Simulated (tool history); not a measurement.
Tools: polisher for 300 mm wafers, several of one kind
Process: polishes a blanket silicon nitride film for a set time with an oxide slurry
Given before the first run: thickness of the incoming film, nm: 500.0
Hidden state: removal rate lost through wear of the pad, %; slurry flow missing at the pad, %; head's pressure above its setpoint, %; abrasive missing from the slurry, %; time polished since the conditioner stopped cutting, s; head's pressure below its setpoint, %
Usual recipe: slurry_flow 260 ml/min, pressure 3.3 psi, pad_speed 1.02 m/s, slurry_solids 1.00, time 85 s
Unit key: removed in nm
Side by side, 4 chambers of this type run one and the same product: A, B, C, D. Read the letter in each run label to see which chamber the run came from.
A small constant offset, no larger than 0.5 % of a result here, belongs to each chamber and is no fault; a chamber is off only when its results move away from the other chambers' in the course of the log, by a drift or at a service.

run,day,slurry_flow,pressure,pad_speed,slurry_solids,time,wafers polished on this pad,hours since the slurry nozzle was cleaned,hours since the head pressure was calibrated,hours since the slurry blender was calibrated,hours since the conditioning disc was replaced,removed
1C,0.346,260,3.3,1.02,1.00,85,1372,529.3,787.3,156.9,35.0,54.525
# day 0.542: chamber C: worn pad replaced by a new one
2D,0.683,260,3.3,1.02,1.00,85,428,787.8,384.6,170.6,232.2,54.282
# day 0.708: chamber A: slurry blender recalibrated
# day 0.917: chamber D: slurry nozzle cleaned
3B,1.004,260,3.3,1.02,1.00,85,754,33.8,451.9,265.1,175.1,54.118
4A,1.275,260,3.3,1.02,1.00,85,1003,308.4,731.6,13.7,494.6,54.027
5B,1.529,260,2.3,1.02,1.25,85,899,46.4,464.5,277.7,187.7,42.773
6D,1.700,260,2.3,1.02,1.25,85,708,18.8,409.0,195.0,256.6,41.851
# day 1.779: chamber B: worn pad replaced by a new one
7A,2.050,260,2.3,1.02,1.25,85,1217,327.0,750.2,32.3,513.2,41.359
8C,2.408,260,2.3,1.02,1.25,85,515,578.8,836.8,206.4,84.5,41.821
# day 2.438: chamber A: worn pad replaced by a new one
9D,2.612,260,3.3,1.02,1.00,85,960,40.7,430.9,216.9,278.5,53.721
# day 2.704: chamber D: worn pad replaced by a new one
10B,2.896,260,3.3,1.02,1.00,85,308,79.2,497.3,310.5,220.5,55.284
# day 2.942: chamber A: slurry nozzle cleaned
11A,3.104,260,3.3,1.02,1.00,85,184,3.9,775.5,57.6,538.5,54.790
# day 3.321: chamber B: slurry blender recalibrated
12C,3.325,260,3.3,1.02,1.00,85,768,600.8,858.8,228.4,106.5,54.174
# day 3.396: chamber D: conditioning disc replaced and pad reconditioned
13D,3.571,260,3.3,1.02,1.00,69,240,63.7,453.9,239.9,4.3,43.843
14A,3.808,260,3.3,1.02,1.00,69,378,20.8,792.4,74.5,555.4,44.137
15C,3.996,260,3.3,1.02,1.00,69,953,616.9,874.9,244.5,122.6,44.261
# day 4.179: chamber C: slurry blender recalibrated
16B,4.179,260,3.3,1.02,1.00,69,663,110.0,528.1,20.7,251.3,44.525
# day 4.283: chamber C: head pressure recalibrated
17C,4.362,260,3.3,1.02,1.00,85,1054,625.7,2.0,4.5,131.4,54.499
18A,4.725,260,3.3,1.02,1.00,85,632,42.8,814.4,96.5,577.4,54.437
# day 4.858: chamber A: conditioning disc replaced and pad reconditioned
19D,4.992,260,3.3,1.02,1.00,85,632,97.8,488.0,274.0,38.4,54.528
# day 5.179: chamber D: slurry blender recalibrated
# day 5.238: chamber C: worn pad replaced by a new one
20B,5.300,260,3.3,1.02,1.00,85,972,136.9,555.0,47.6,278.2,54.477
21C,5.608,260,3.3,1.02,1.00,85,102,655.6,31.9,34.4,161.3,54.278
# day 5.646: chamber B: worn pad replaced by a new one
22B,5.838,260,3.3,1.02,1.00,98,53,149.8,567.9,60.5,291.1,62.968
23D,6.146,260,3.3,1.02,1.00,98,951,125.5,515.7,23.2,66.1,63.375
24A,6.338,260,3.3,1.02,1.00,98,1077,81.5,853.1,135.2,35.6,62.416
# day 6.550: chamber C: slurry nozzle cleaned
# day 6.646: chamber A: worn pad replaced by a new one
25A,6.683,260,3.3,1.02,1.00,98,11,89.8,861.4,143.5,43.9,62.461
26C,7.029,260,3.3,1.02,1.00,85,494,11.6,66.0,68.5,195.4,53.909

The same settings go to every chamber for the next run, one line per chamber below. Forecast the results for each:
27A,7.292,260,4.4,1.02,1.00,85,,,,,,?
27B,7.292,260,4.4,1.02,1.00,85,,,,,,?
27C,7.292,260,4.4,1.02,1.00,85,,,,,,?
27D,7.292,260,4.4,1.02,1.00,85,,,,,,?

run,removed
27A,73.269
27B,72.491
27C,73.715
27D,72.054

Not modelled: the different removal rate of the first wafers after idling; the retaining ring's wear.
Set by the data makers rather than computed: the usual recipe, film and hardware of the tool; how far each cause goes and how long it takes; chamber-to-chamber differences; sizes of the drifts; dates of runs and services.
